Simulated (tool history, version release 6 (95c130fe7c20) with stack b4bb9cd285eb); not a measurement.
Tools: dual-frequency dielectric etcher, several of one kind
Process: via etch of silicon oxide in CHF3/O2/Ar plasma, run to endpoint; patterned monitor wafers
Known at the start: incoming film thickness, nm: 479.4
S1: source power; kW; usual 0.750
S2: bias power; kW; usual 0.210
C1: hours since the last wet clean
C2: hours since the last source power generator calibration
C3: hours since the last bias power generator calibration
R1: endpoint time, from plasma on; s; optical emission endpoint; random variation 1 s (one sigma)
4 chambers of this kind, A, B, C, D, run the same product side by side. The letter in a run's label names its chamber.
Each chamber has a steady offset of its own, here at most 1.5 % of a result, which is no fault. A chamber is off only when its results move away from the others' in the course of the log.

| run | hour | S1 | S2 | C1 | C2 | C3 | R1 |
|---|---|---|---|---|---|---|---|
| 1B | 11.1 | 0.750 | 0.210 | 188.1 | 2331.4 | 295.2 | 211.21 |
| 2D | 21.6 | 0.750 | 0.210 | 287.7 | 845.9 | 2973.8 | 209.01 |
| 3A | 30.7 | 0.750 | 0.210 | 194.1 | 976.2 | 3274.6 | 211.06 |
| 4C | 36.8 | 0.750 | 0.210 | 206.4 | 1062.7 | 3082.9 | 214.48 |
| 5A | 44.2 | 0.750 | 0.210 | 207.6 | 989.7 | 3288.1 | 208.90 |
| 6B | 50.3 | 0.590 | 0.210 | 227.3 | 2370.6 | 334.4 | 231.94 |
| 7C | 59.1 | 0.590 | 0.210 | 228.7 | 1085.0 | 3105.2 | 233.32 |
| 8D | 71.4 | 0.590 | 0.210 | 337.5 | 895.7 | 3023.6 | 232.68 |
| 9B | 79.0 | 0.590 | 0.210 | 256.0 | 2399.3 | 363.1 | 231.00 |
| 10D | 88.7 | 0.750 | 0.210 | 354.8 | 913.0 | 3040.9 | 209.36 |
| 11A | 98.8 | 0.750 | 0.210 | 262.2 | 1044.3 | 3342.7 | 211.26 |
| 12C | 106.9 | 0.750 | 0.210 | 276.5 | 1132.8 | 3153.0 | 213.75 |
| 13C | 115.3 | 0.750 | 0.210 | 284.9 | 1141.2 | 3161.4 | 212.43 |
| 14A | 123.3 | 0.750 | 0.210 | 286.7 | 1068.8 | 3367.2 | 209.99 |
| 15B | 130.9 | 0.750 | 0.210 | 307.9 | 2451.2 | 415.0 | 210.31 |
| 16D | 141.3 | 0.750 | 0.210 | 407.4 | 965.6 | 3093.5 | 210.68 |
| 17C | 152.4 | 0.750 | 0.210 | 322.0 | 1178.3 | 3198.5 | 212.74 |
|  | 161.4 | chamber C: wet clean of the chamber |
| 18A | 163.4 | 0.820 | 0.191 | 326.8 | 1108.9 | 3407.3 | 209.83 |
|  | 174.9 | chamber C: bias power generator calibrated |
| 19B | 175.8 | 0.820 | 0.191 | 352.8 | 2496.1 | 459.9 | 210.43 |
| 20D | 184.8 | 0.820 | 0.191 | 450.9 | 1009.1 | 3137.0 | 207.66 |
| 21B | 191.5 | 0.820 | 0.191 | 368.5 | 2511.8 | 475.6 | 208.85 |
| 22C | 198.6 | 0.750 | 0.210 | 37.2 | 1224.5 | 23.8 | 212.86 |
| 23D | 208.4 | 0.750 | 0.210 | 474.5 | 1032.7 | 3160.6 | 206.62 |
| 24A | 215.2 | 0.750 | 0.210 | 378.6 | 1160.7 | 3459.1 | 209.82 |
| 25A | 221.6 | 0.750 | 0.210 | 385.0 | 1167.1 | 3465.5 | 210.42 |
| 26C | 229.1 | 0.750 | 0.178 | 67.7 | 1255.0 | 54.3 | 225.13 |
| 27D | 241.1 | 0.750 | 0.178 | 507.2 | 1065.4 | 3193.3 | 217.96 |
| 28B | 250.1 | 0.750 | 0.178 | 427.1 | 2570.4 | 534.2 | 224.78 |
|  | 254.0 | chamber A: wet clean of the chamber |
| 29B | 255.7 | 0.750 | 0.178 | 432.7 | 2576.0 | 539.8 | 222.83 |
| 30C | 265.9 | 0.750 | 0.210 | 104.5 | 1291.8 | 91.1 | 213.25 |
| 31D | 272.9 | 0.750 | 0.210 | 539.0 | 1097.2 | 3225.1 | 204.31 |
| 32A | 279.8 | 0.750 | 0.210 | 25.8 | 1225.3 | 3523.7 | 210.05 |
| 33A | 287.8 | 0.750 | 0.210 | 33.8 | 1233.3 | 3531.7 | 210.67 |
| 34D | 299.6 | 0.750 | 0.210 | 565.7 | 1123.9 | 3251.8 | 206.32 |
| 35C | 308.8 | 0.750 | 0.231 | 147.4 | 1334.7 | 134.0 | 207.12 |
| 36B | 319.0 | 0.750 | 0.231 | 496.0 | 2639.3 | 603.1 | 205.80 |
| 37A | 325.8 | 0.750 | 0.231 | 71.8 | 1271.3 | 3569.7 | 203.16 |
| 38D | 336.2 | 0.750 | 0.231 | 602.3 | 1160.5 | 3288.4 | 196.48 |

What goes on in this fleet: one chamber off, a drifting gauge, or nothing beyond the chambers' own small offsets? Name the chamber and the cause, if any.

Chamber D drifts away from the others.
Cause: etch rate over this chamber's usual, % = 4.01.

Here are 4 candidates for chamber D's next run, each the usual settings with a change, their results left as question marks. Which one brings its results back in line with what the others give on the usual settings?
In line means no further than this from the other chambers' mean on the usual settings: R1 3.60 s
| 39D-1 | 345.0 | 0.750 | 0.267 |  |  |  | ? |
| 39D-2 | 345.0 | 0.700 | 0.198 |  |  |  | ? |
| 39D-3 | 345.0 | 0.750 | 0.164 |  |  |  | ? |
| 39D-4 | 345.0 | 0.800 | 0.222 |  |  |  | ? |

The other chambers' mean on the usual settings: R1 211.45 s
| run | R1 |
|---|---|
| 39D-1 | 185.71 |
| 39D-2 | 211.70 |
| 39D-3 | 219.76 |
| 39D-4 | 193.55 |
39D-2 brings the chamber back in line.
